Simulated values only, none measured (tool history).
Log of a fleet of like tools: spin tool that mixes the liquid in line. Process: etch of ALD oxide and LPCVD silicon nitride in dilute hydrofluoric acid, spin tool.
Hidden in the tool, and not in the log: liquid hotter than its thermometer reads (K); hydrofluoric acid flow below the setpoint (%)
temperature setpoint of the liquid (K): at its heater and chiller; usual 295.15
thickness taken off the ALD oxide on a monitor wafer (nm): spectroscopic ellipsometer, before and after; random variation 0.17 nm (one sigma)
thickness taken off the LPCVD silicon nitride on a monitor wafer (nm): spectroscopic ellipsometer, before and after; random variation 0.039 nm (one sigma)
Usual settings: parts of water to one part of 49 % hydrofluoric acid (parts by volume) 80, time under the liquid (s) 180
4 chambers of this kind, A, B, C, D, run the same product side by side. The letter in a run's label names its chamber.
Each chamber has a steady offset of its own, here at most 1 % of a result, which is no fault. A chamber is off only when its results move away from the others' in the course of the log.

| run | day | temperature setpoint of the liquid (K) | parts of water to one part of 49 % hydrofluoric acid (parts by volume) | time under the liquid (s) | hours since the thermometer was replaced | hours since the hydrofluoric acid flow meter was replaced | read-back film thickness of the ALD oxide reference wafer, read on the same gauge (nm) | read-back film thickness of the LPCVD silicon nitride reference wafer, read on the same gauge (nm) | thickness taken off the ALD oxide on a monitor wafer (nm) | thickness taken off the LPCVD silicon nitride on a monitor wafer (nm) |
|---|---|---|---|---|---|---|---|---|---|---|
| 1D | 0.504 | 295.15 | 80 | 180 | 1395.9 | 291.6 | 70.003 | 50.004 | 32.036 | 0.86499 |
| 2A | 0.812 | 295.15 | 80 | 180 | 637.7 | 571.9 | 70.012 | 49.994 | 32.131 | 0.85968 |
| 3C | 1.212 | 295.15 | 80 | 180 | 1414.5 | 1096.0 | 70.008 | 49.975 | 31.759 | 0.89226 |
| 4B | 1.721 | 295.15 | 80 | 180 | 1160.5 | 648.9 | 70.005 | 49.969 | 32.238 | 0.84390 |
| 5A | 2.196 | 295.15 | 80 | 180 | 670.9 | 605.1 | 69.990 | 50.003 | 32.116 | 0.97126 |
| 6D | 2.483 | 295.15 | 80 | 180 | 1443.4 | 339.1 | 69.994 | 50.024 | 32.372 | 0.92178 |
| 7B | 2.983 | 295.15 | 80 | 220 | 1190.8 | 679.2 | 69.997 | 50.047 | 39.317 | 1.15890 |
| 8C | 3.504 | 295.15 | 80 | 220 | 1469.5 | 1151.0 | 70.008 | 50.036 | 39.109 | 1.08580 |
| 9C | 3.988 | 295.15 | 80 | 220 | 1481.1 | 1162.6 | 70.021 | 50.013 | 39.118 | 1.21900 |
| 10D | 4.300 | 295.15 | 80 | 220 | 1487.0 | 382.7 | 69.997 | 49.999 | 39.557 | 1.08770 |
| 11B | 4.821 | 295.15 | 80 | 180 | 1234.9 | 723.3 | 69.990 | 49.955 | 32.170 | 0.96284 |
| 12A | 5.092 | 295.15 | 80 | 180 | 740.4 | 674.6 | 70.010 | 50.026 | 31.056 | 0.88830 |
| 13C | 5.438 | 295.15 | 80 | 180 | 1515.9 | 1197.4 | 70.012 | 49.981 | 31.966 | 0.81257 |
| 14B | 5.675 | 295.15 | 80 | 180 | 1255.4 | 743.8 | 70.035 | 50.042 | 32.100 | 0.87923 |
| 15A | 5.950 | 298.15 | 60 | 180 | 761.0 | 695.2 | 70.000 | 49.996 | 47.853 | 1.27040 |
| 16D | 6.221 | 298.15 | 60 | 180 | 1533.1 | 428.8 | 70.010 | 49.991 | 50.155 | 1.46360 |
| 17B | 6.504 | 298.15 | 60 | 180 | 1275.3 | 763.7 | 69.980 | 49.995 | 49.899 | 1.42370 |
| 18D | 6.746 | 298.15 | 60 | 180 | 1545.7 | 441.4 | 69.997 | 50.001 | 50.062 | 1.53100 |
|  | 6.904 | chamber D: hydrofluoric acid flow meter replaced |
| 19C | 7.004 | 295.15 | 80 | 180 | 1553.5 | 1235.0 | 69.993 | 49.992 | 32.007 | 0.88521 |
| 20A | 7.333 | 295.15 | 80 | 180 | 794.2 | 728.4 | 70.023 | 50.013 | 30.277 | 0.88542 |
| 21C | 7.654 | 295.15 | 80 | 180 | 1569.1 | 1250.6 | 69.998 | 50.031 | 32.313 | 0.90262 |
| 22D | 8.125 | 295.15 | 80 | 180 | 1578.8 | 29.4 | 70.009 | 50.020 | 31.992 | 0.90443 |
| 23B | 8.375 | 295.15 | 80 | 180 | 1320.2 | 808.6 | 70.007 | 50.002 | 32.328 | 0.89225 |
| 24A | 8.754 | 299.15 | 80 | 180 | 828.3 | 762.5 | 70.016 | 49.978 | 35.078 | 1.16820 |

Next, every chamber runs the same settings. What will each give?
| 25A | 9.146 | 295.15 | 60 | 180 |  |  |  |  | ? | ? |
| 25B | 9.146 | 295.15 | 60 | 180 |  |  |  |  | ? | ? |
| 25C | 9.146 | 295.15 | 60 | 180 |  |  |  |  | ? | ? |
| 25D | 9.146 | 295.15 | 60 | 180 |  |  |  |  | ? | ? |

| run | thickness taken off the ALD oxide on a monitor wafer (nm) | thickness taken off the LPCVD silicon nitride on a monitor wafer (nm) |
|---|---|---|
| 25A | 40.861 | 1.11480 |
| 25B | 43.998 | 1.11730 |
| 25C | 43.607 | 1.11350 |
| 25D | 43.779 | 1.27100 |
